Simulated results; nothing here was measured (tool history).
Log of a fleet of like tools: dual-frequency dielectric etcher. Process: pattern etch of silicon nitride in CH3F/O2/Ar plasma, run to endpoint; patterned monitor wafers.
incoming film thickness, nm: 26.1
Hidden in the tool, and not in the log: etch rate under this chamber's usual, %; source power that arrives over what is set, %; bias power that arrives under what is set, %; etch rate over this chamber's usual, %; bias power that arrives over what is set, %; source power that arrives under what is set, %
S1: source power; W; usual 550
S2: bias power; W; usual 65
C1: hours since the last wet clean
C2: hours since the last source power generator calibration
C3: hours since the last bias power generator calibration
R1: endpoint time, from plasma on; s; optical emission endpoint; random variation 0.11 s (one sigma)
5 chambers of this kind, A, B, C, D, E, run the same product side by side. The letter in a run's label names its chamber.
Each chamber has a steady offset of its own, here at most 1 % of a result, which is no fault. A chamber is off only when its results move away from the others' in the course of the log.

run   hour   S1  S2     C1      C2      C3      R1
 1A   11.4  550  65    185  3091.3  1307.1  34.563
 2C   18.5  550  65   61.3  3438.8  2643.8  34.606
 3B   25.8  550  65  190.8  2309.3  2329.9   34.74
 4E   35.4  550  65  224.5  2595.2  2067.5  34.179
 5D   43.8  550  65  354.8  2878.4  1172.9  34.678
 6E   54.3  550  65  243.4  2614.1  2086.4  34.069
 7C     64  550  65  106.8  3484.3  2689.3  34.516
 8A   71.1  550  65  244.7    3151  1366.8  34.617
 9B   80.7  550  65  245.7  2364.2  2384.8  34.818
10D   88.9  550  65  399.9  2923.5    1218  34.475
      92.6  -- chamber D: wet clean of the chamber
11D   99.4  550  65    6.9    2934  1228.5  34.583
12E  106.3  550  65  295.4  2666.1  2138.4  34.534
13B  114.6  550  65  279.6  2398.1  2418.7  34.877
       121  -- chamber C: source power generator calibrated
14A  126.1  550  65  299.7    3206  1421.8  34.518
     126.8  -- chamber E: bias power generator calibrated
15C  132.7  550  65  175.5    11.8    2758  34.453
16B  138.9  550  65  303.9  2422.4    2443    34.8
17A  148.6  550  65  322.2  3228.5  1444.3  34.652
     155.9  -- chamber A: wet clean of the chamber
18D  159.5  440  79     67  2994.1  1288.6  35.442
19C  168.5  440  79  211.3    47.6  2793.8  35.438
20E  179.5  440  79  368.6  2739.3    52.8  35.123
21C  185.2  440  79    228    64.3  2810.5  35.228
22B  194.6  440  79  359.6  2478.1  2498.7  35.291
23A  202.7  550  65   46.9  3282.6  1498.4  36.025
24E    211  550  65  400.1  2770.8    84.3  34.277
25D  218.6  550  65  126.1  3053.2  1347.7  34.374
26D  227.9  550  65  135.4  3062.5    1357  34.306
27A  236.1  550  65   80.3    3316  1531.8  35.862
     240.1  -- chamber E: wet clean of the chamber
28C  241.4  550  65  284.2   120.5  2866.7  34.483
29B  251.9  590  65  416.9  2535.4    2556  33.723
30E    259  590  65     19  2818.8   132.3  33.428
31B    266  590  65    431  2549.5  2570.1  34.058
32D  272.3  590  65  179.8  3106.9  1401.4  33.601
33A  282.9  590  65  127.1  3362.8  1578.6  34.894
34E  288.8  550  65   48.8  2848.6   162.1  34.499
35C  295.8  550  65  338.6   174.9  2921.1  34.459
36B  303.7  550  65  468.7  2587.2  2607.8  34.857
37C  309.8  550  65  352.6   188.9  2935.1  34.554
38A  316.7  550  65  160.9  3396.6  1612.4  35.943

Is one chamber off against the others, does the gauge drift, or is nothing wrong? If a chamber is off, say which, and what the likeliest cause is.

A service left chamber A off against the others.
Cause: etch rate under this chamber's usual, % = 3.89.

Here are 4 candidates for chamber A's next run, each the usual settings with a change, their results left as question marks. Which one brings its results back in line with what the others give on the usual settings?
In line means no further than this from the other chambers' mean on the usual settings: R1 0.37 s
39A-1  325.3  630  72               ?
39A-2  325.3  480  58               ?
39A-3  325.3  520  62               ?
39A-4  325.3  550  73               ?

The other chambers' mean on the usual settings: R1 34.536 s
  run      R1
39A-1  33.052
39A-2  39.326
39A-3  37.334
39A-4  34.634
39A-4 brings the chamber back in line.
